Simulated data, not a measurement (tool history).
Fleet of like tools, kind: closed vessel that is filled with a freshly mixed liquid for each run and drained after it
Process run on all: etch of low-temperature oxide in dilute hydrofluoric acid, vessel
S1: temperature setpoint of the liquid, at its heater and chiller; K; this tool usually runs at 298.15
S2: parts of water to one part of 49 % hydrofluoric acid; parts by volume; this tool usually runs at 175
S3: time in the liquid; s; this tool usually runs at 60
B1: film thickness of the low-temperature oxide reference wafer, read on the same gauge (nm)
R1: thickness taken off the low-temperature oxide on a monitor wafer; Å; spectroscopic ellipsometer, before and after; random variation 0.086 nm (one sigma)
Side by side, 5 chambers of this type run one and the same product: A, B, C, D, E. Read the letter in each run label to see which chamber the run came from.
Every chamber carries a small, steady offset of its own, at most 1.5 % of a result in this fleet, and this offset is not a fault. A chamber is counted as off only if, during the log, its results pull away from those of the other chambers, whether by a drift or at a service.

Run 1A, day 0.25: usual settings; B1 30.014. Result: R1 108.56 Å.
Run 2C, day 0.521: usual settings; B1 30.007. Result: R1 108.44 Å.
Run 3E, day 0.696: usual settings; B1 29.993. Result: R1 108.47 Å.
Run 4D, day 0.988: usual settings; B1 29.987. Result: R1 108.65 Å.
Run 5B, day 1.283: usual settings; B1 29.973. Result: R1 110.25 Å.
Run 6E, day 1.471: usual settings; B1 30.007. Result: R1 109.92 Å.
Run 7D, day 1.767: usual settings; B1 30.002. Result: R1 108.54 Å.
Run 8A, day 2.092: usual settings; B1 29.998. Result: R1 108.76 Å.
Run 9C, day 2.296: usual settings but S1 294.65 K; B1 30.007. Result: R1 94.495 Å.
Run 10B, day 2.562: usual settings but S1 294.65 K; B1 29.993. Result: R1 97.085 Å.
Run 11C, day 2.738: usual settings but S1 294.65 K; B1 30.005. Result: R1 95.136 Å.
Run 12E, day 2.908: usual settings but S1 294.65 K; B1 29.986. Result: R1 96.016 Å.
Run 13B, day 3.254: usual settings but S1 294.65 K; B1 29.977. Result: R1 95.818 Å.
Run 14A, day 3.442: usual settings; B1 29.966. Result: R1 109.8 Å.
Run 15D, day 3.712: usual settings; B1 30.007. Result: R1 108.65 Å.
Run 16B, day 4.054: usual settings; B1 30.011. Result: R1 111.03 Å.
At day 4.146: chamber A: hydrofluoric acid flow meter replaced.
Run 17E, day 4.229: usual settings; B1 29.997. Result: R1 109.67 Å.
Run 18A, day 4.575: usual settings; B1 30.013. Result: R1 108.1 Å.
Run 19C, day 4.75: usual settings; B1 30.018. Result: R1 104.97 Å.
Run 20D, day 5.071: usual settings; B1 29.978. Result: R1 107.89 Å.
Run 21D, day 5.238: usual settings; B1 30. Result: R1 108.91 Å.
Run 22B, day 5.55: usual settings; B1 30.014. Result: R1 109.96 Å.
Run 23A, day 5.775: usual settings; B1 29.99. Result: R1 109.81 Å.
Run 24E, day 6.108: usual settings; B1 29.989. Result: R1 109.48 Å.
Run 25C, day 6.425: usual settings; B1 29.977. Result: R1 103.43 Å.
Run 26A, day 6.662: usual settings; B1 29.997. Result: R1 110.34 Å.
Run 27E, day 6.85: usual settings; B1 30.009. Result: R1 109.72 Å.
Run 28C, day 7.075: usual settings; B1 29.984. Result: R1 105.34 Å.
Run 29D, day 7.329: usual settings; B1 30.003. Result: R1 108.22 Å.
Run 30B, day 7.608: usual settings; B1 29.985. Result: R1 109.83 Å.
Run 31D, day 7.921: usual settings; B1 29.973. Result: R1 109.01 Å.
Run 32C, day 8.283: usual settings but S2 255 parts by volume; B1 30.011. Result: R1 64.784 Å.
Run 33B, day 8.588: usual settings but S2 255 parts by volume; B1 30.014. Result: R1 69.348 Å.
Run 34E, day 8.792: usual settings but S2 255 parts by volume; B1 29.999. Result: R1 68.16 Å.

All chambers now run identical settings, listed one chamber a line with results as question marks. What results will each chamber show?
Run 35A, day 9.058: usual settings but S1 293.65 K. Result: R1 ?.
Run 35B, day 9.058: usual settings but S1 293.65 K. Result: R1 ?.
Run 35C, day 9.058: usual settings but S1 293.65 K. Result: R1 ?.
Run 35D, day 9.058: usual settings but S1 293.65 K. Result: R1 ?.
Run 35E, day 9.058: usual settings but S1 293.65 K. Result: R1 ?.

run      R1
35A  92.789
35B  93.975
35C  85.684
35D   91.52
35E  93.234
